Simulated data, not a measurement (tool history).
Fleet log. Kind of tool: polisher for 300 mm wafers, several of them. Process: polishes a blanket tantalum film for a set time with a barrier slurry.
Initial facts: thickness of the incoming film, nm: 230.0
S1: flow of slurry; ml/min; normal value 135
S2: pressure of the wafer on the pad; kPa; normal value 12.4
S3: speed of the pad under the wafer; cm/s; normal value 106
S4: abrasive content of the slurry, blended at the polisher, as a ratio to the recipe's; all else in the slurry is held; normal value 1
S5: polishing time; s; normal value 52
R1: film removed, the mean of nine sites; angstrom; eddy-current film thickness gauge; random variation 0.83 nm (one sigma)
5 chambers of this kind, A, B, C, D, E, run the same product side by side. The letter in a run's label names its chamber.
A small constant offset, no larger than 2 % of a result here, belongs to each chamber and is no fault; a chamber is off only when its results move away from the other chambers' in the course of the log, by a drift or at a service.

run 1A day=0.217 | S1=135 S2=12.4 S3=106 S4=1 S5=52 | R1=972.00
run 2D day=0.362 | S1=135 S2=12.4 S3=106 S4=1 S5=52 | R1=986.71
run 3E day=0.546 | S1=135 S2=12.4 S3=106 S4=1 S5=52 | R1=947.35
run 4C day=0.758 | S1=135 S2=12.4 S3=106 S4=1 S5=52 | R1=995.79
run 5B day=0.925 | S1=135 S2=12.4 S3=106 S4=1 S5=52 | R1=978.35
run 6D day=1.129 | S1=135 S2=12.4 S3=106 S4=1 S5=52 | R1=988.92
run 7A day=1.338 | S1=135 S2=8.3 S3=88 S4=1 S5=52 | R1=528.58
run 8C day=1.483 | S1=135 S2=8.3 S3=88 S4=1 S5=52 | R1=534.22
run 9B day=1.625 | S1=135 S2=8.3 S3=88 S4=1 S5=52 | R1=545.65
run 10E day=1.850 | S1=135 S2=8.3 S3=88 S4=1 S5=52 | R1=528.36
-- day=2.029 chamber B: slurry blender recalibrated
run 11B day=2.071 | S1=135 S2=8.3 S3=88 S4=1 S5=52 | R1=548.02
run 12A day=2.254 | S1=135 S2=12.4 S3=106 S4=1 S5=52 | R1=961.56
run 13E day=2.379 | S1=135 S2=12.4 S3=106 S4=1 S5=52 | R1=967.59
run 14C day=2.529 | S1=135 S2=12.4 S3=106 S4=1 S5=36 | R1=680.23
run 15D day=2.675 | S1=135 S2=12.4 S3=106 S4=1 S5=36 | R1=676.93
-- day=2.800 chamber E: worn pad replaced by a new one
-- day=2.875 chamber B: worn pad replaced by a new one
-- day=2.888 chamber C: worn pad replaced by a new one
run 16E day=2.888 | S1=135 S2=12.4 S3=106 S4=1 S5=36 | R1=665.82
run 17A day=2.992 | S1=135 S2=12.4 S3=106 S4=1 S5=36 | R1=670.49
run 18B day=3.150 | S1=135 S2=12.4 S3=106 S4=1 S5=36 | R1=671.79
run 19D day=3.304 | S1=135 S2=11.0 S3=106 S4=1 S5=46 | R1=783.19
-- day=3.371 chamber D: worn pad replaced by a new one
run 20C day=3.479 | S1=135 S2=11.0 S3=106 S4=1 S5=46 | R1=781.42
run 21B day=3.621 | S1=135 S2=11.0 S3=106 S4=1 S5=46 | R1=775.63
run 22D day=3.796 | S1=135 S2=11.0 S3=106 S4=1 S5=46 | R1=768.30
run 23A day=3.925 | S1=135 S2=11.0 S3=106 S4=1 S5=46 | R1=755.64
run 24C day=4.121 | S1=135 S2=12.4 S3=106 S4=1 S5=52 | R1=990.16
-- day=4.208 chamber E: slurry nozzle cleaned
run 25E day=4.258 | S1=135 S2=12.4 S3=106 S4=1 S5=52 | R1=966.81
run 26B day=4.438 | S1=135 S2=12.4 S3=106 S4=1 S5=52 | R1=980.93
run 27D day=4.583 | S1=115 S2=12.4 S3=106 S4=1 S5=52 | R1=956.48
-- day=4.667 chamber E: slurry blender recalibrated
run 28C day=4.683 | S1=115 S2=12.4 S3=106 S4=1 S5=52 | R1=949.18
run 29E day=4.875 | S1=115 S2=12.4 S3=106 S4=1 S5=52 | R1=926.54
run 30A day=4.992 | S1=115 S2=12.4 S3=106 S4=1 S5=52 | R1=932.12
run 31B day=5.204 | S1=115 S2=12.4 S3=106 S4=1 S5=52 | R1=934.31

Each of the 5 chambers runs these same settings next. Fill in every chamber's results:
run 32A day=5.371 | S1=135 S2=12.4 S3=106 S4=1 S5=69 | R1=?
run 32B day=5.371 | S1=135 S2=12.4 S3=106 S4=1 S5=69 | R1=?
run 32C day=5.371 | S1=135 S2=12.4 S3=106 S4=1 S5=69 | R1=?
run 32D day=5.371 | S1=135 S2=12.4 S3=106 S4=1 S5=69 | R1=?
run 32E day=5.371 | S1=135 S2=12.4 S3=106 S4=1 S5=69 | R1=?

run=32A R1=1286.40
run=32B R1=1299.60
run=32C R1=1326.30
run=32D R1=1302.30
run=32E R1=1281.80
